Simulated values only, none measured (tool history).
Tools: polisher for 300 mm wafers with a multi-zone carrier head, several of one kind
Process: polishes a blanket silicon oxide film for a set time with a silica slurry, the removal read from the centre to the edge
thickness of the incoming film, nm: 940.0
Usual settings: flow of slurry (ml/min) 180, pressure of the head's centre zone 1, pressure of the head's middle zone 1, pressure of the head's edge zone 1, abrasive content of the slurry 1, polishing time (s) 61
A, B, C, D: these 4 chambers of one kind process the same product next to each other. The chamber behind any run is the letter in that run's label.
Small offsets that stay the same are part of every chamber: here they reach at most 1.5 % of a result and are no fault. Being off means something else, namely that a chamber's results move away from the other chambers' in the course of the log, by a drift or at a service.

run   hour  flow of slurry (ml/min)  pressure of the head's centre zone  pressure of the head's middle zone  pressure of the head's edge zone  abrasive content of the slurry  polishing time (s)  wafers polished on this pad  hours since the slurry nozzle was cleaned  hours since the centre zone pressure was calibrated  hours since the edge zone pressure was calibrated  film removed at the wafer's centre (angstrom)  film removed at mid-radius (angstrom)  film removed at the wafer's edge (angstrom)
 1B    2.4                      180                                   1                                   1                                 1                               1                  61                          137                                      254.1                                                471.2                                              207.3                                         2327.4                                 2369.1                                         2365
 2A    5.7                      180                                   1                                   1                                 1                               1                  61                          227                                      162.1                                                 69.2                                              311.5                                         2304.7                                 2312.8                                       2325.9
 3D    8.8                      180                                   1                                   1                                 1                               1                  61                          797                                      263.7                                                 81.5                                              678.6                                         2350.9                                 2351.9                                       2284.7
 4C   11.3                      180                                   1                                   1                                 1                               1                  61                          274                                      208.4                                                670.6                                              347.7                                         2350.2                                 2302.5                                       2294.6
 5D   15.2                      180                                   1                                   1                                 1                             0.8                  72                          838                                      270.1                                                 87.9                                                685                                         2478.9                                 2451.5                                       2444.2
 6A   19.2                      180                                   1                                   1                                 1                             0.8                  72                          315                                      175.6                                                 82.7                                                325                                         2475.8                                 2402.6                                       2441.2
 7B   22.6                      180                                   1                                   1                                 1                             0.8                  72                          268                                      274.3                                                491.4                                              227.5                                         2479.4                                 2501.2                                       2467.5
 8C   25.4                      180                                   1                                   1                                 1                             0.8                  72                          365                                      222.5                                                684.7                                              361.8                                         2469.3                                 2444.7                                         2468
 9D   29.2                      180                                   1                                   1                                 1                               1                  61                          929                                      284.1                                                101.9                                                699                                         2255.7                                 2297.7                                         2365
10C   31.9                      180                                   1                                   1                                 1                               1                  61                          407                                        229                                                691.2                                              368.3                                         2320.8                                 2340.3                                       2315.8
11B   34.7                      180                                   1                                   1                                 1                               1                  61                          346                                      286.4                                                503.5                                              239.6                                         2331.8                                 2339.2                                       2357.9
12A   37.5                      180                                   1                                   1                                 1                               1                  61                          433                                      193.9                                                  101                                              343.3                                         2315.9                                 2294.2                                       2283.5
      39.1  -- chamber C: centre zone pressure recalibrated
13A     40                      180                                   1                                   1                                 1                               1                  61                          449                                      196.4                                                103.5                                              345.8                                           2343                                 2294.2                                       2333.5
        43  -- chamber D: worn pad replaced by a new one
14C   43.9                      180                                   1                                   1                                 1                               1                  61                          485                                        241                                                  4.9                                              380.3                                         2091.4                                 2333.2                                       2341.1
15D   47.7                      180                                   1                                   1                                 1                               1                  61                           30                                      302.6                                                120.4                                              717.5                                         2321.7                                 2334.3                                       2312.7
16B   51.7                      180                                   1                                   1                                 1                               1                  61                          456                                      303.4                                                520.5                                              256.6                                         2318.9                                 2351.7                                       2290.4
17B   55.8                      180                                   1                                   1                                 1                               1                  61                          482                                      307.5                                                524.6                                              260.7                                         2368.8                                   2320                                       2358.6
18C   58.6                      180                                   1                                   1                                 1                               1                  61                          580                                      255.7                                                 19.6                                                395                                         2183.4                                 2344.1                                       2351.5
      59.3  -- chamber B: worn pad replaced by a new one
19A   62.8                      180                                   1                                   1                                 1                               1                  61                          596                                      219.2                                                126.3                                              368.6                                         2340.2                                 2265.7                                       2305.8
      63.3  -- chamber A: worn pad replaced by a new one
20D   65.9                      180                                   1                                   1                                 1                               1                  61                          148                                      320.8                                                138.6                                              735.7                                         2341.4                                 2323.5                                       2333.8
21D   67.8                      180                                   1                                   1                                 1                               1                  61                          160                                      322.7                                                140.5                                              737.6                                         2275.4                                 2352.6                                       2359.7
22B   70.7                      180                                   1                                   1                                 1                               1                  61                           73                                      322.4                                                539.5                                              275.6                                         2328.3                                 2348.6                                       2353.3
23C   74.2                      180                                   1                                   1                                 1                               1                  61                          681                                      271.3                                                 35.2                                              410.6                                         2154.8                                 2262.2                                       2331.7
24A   77.9                      180                                   1                                   1                                 1                               1                  61                           94                                      234.3                                                141.4                                              383.7                                           2361                                 2244.3                                       2312.8
25D   81.7                      180                                   1                                   1                                 1                               1                  61                          250                                      336.6                                                154.4                                              751.5                                         2286.4                                 2315.7                                       2353.7
26B   83.6                      180                                   1                                   1                                 1                               1                  61                          157                                      335.3                                                552.4                                              288.5                                         2334.1                                 2338.9                                         2362
27C   87.8                      180                                   1                                   1                                 1                               1                  61                          768                                      284.9                                                 48.8                                              424.2                                         2175.7                                 2351.8                                       2273.6
      91.4  -- chamber B: centre zone pressure recalibrated
28A   91.5                      180                                0.93                                   1                                 1                               1                  61                          182                                      247.9                                                  155                                              397.3                                         2171.8                                 2281.6                                       2270.2
29D   95.6                      180                                0.93                                   1                                 1                               1                  61                          339                                      350.5                                                168.3                                              765.4                                         2157.8                                 2273.7                                       2266.8
30B   98.5                      180                                0.93                                   1                                 1                               1                  61                          253                                      350.2                                                  7.2                                              303.4                                         2194.7                                 2328.2                                       2322.8
31A    101                      180                                0.93                                   1                                 1                               1                  61                          243                                      257.4                                                164.5                                              406.8                                         2164.5                                 2250.6                                       2297.3
32C  103.3                      180                                   1                                   1                                 1                               1                  61                          869                                      300.4                                                 64.3                                              439.7                                         2155.9                                 2311.5                                       2325.8
33C  105.1                      180                                   1                                   1                                 1                               1                  61                          880                                      302.2                                                 66.1                                              441.5                                         2197.8                                 2351.9                                         2293
34B  107.5                      180                                   1                                   1                                 1                               1                  61                          311                                      359.2                                                 16.2                                              312.4                                         2289.9                                 2345.8                                       2317.8

What goes on in this fleet: one chamber off, a drifting gauge, or nothing beyond the chambers' own small offsets? Name the chamber and the cause, if any.

After it was serviced, chamber C no longer matches the other chambers.
What lies behind it: centre zone's pressure below its setpoint, % = 6.38.

Here are 4 candidates for chamber C's next run, each the usual settings with a change, their results left as question marks. Which one brings its results back in line with what the others give on the usual settings?
A result is in line if it is within this distance of the other chambers' mean on the usual settings: film removed at the wafer's centre (angstrom) 100; film removed at mid-radius (angstrom) 120; film removed at the wafer's edge (angstrom) 91
35C-1  110.5                      190                                1.11                                0.96                              0.97                               1                  62                                                                                                                                                                                                                              ?                                      ?                                            ?
35C-2  110.5                      175                                0.94                                1.02                              1.01                               1                  60                                                                                                                                                                                                                              ?                                      ?                                            ?
35C-3  110.5                      185                                1.06                                0.98                              0.99                               1                  62                                                                                                                                                                                                                              ?                                      ?                                            ?
35C-4  110.5                      170                                0.89                                1.04                              1.03                               1                  60                                                                                                                                                                                                                              ?                                      ?                                            ?

The mean the other chambers reach with the usual settings: film removed at the wafer's centre (angstrom) 2326.4; film removed at mid-radius (angstrom) 2315.6; film removed at the wafer's edge (angstrom) 2317.1
  run  film removed at the wafer's centre (angstrom)  film removed at mid-radius (angstrom)  film removed at the wafer's edge (angstrom)
35C-1                                           2486                                 2284.6                                       2318.4
35C-2                                         1972.5                                 2310.9                                         2267
35C-3                                         2352.4                                 2319.8                                         2335
35C-4                                         1845.2                                 2342.3                                       2281.5
35C-3 puts the chamber back in line with the other chambers.

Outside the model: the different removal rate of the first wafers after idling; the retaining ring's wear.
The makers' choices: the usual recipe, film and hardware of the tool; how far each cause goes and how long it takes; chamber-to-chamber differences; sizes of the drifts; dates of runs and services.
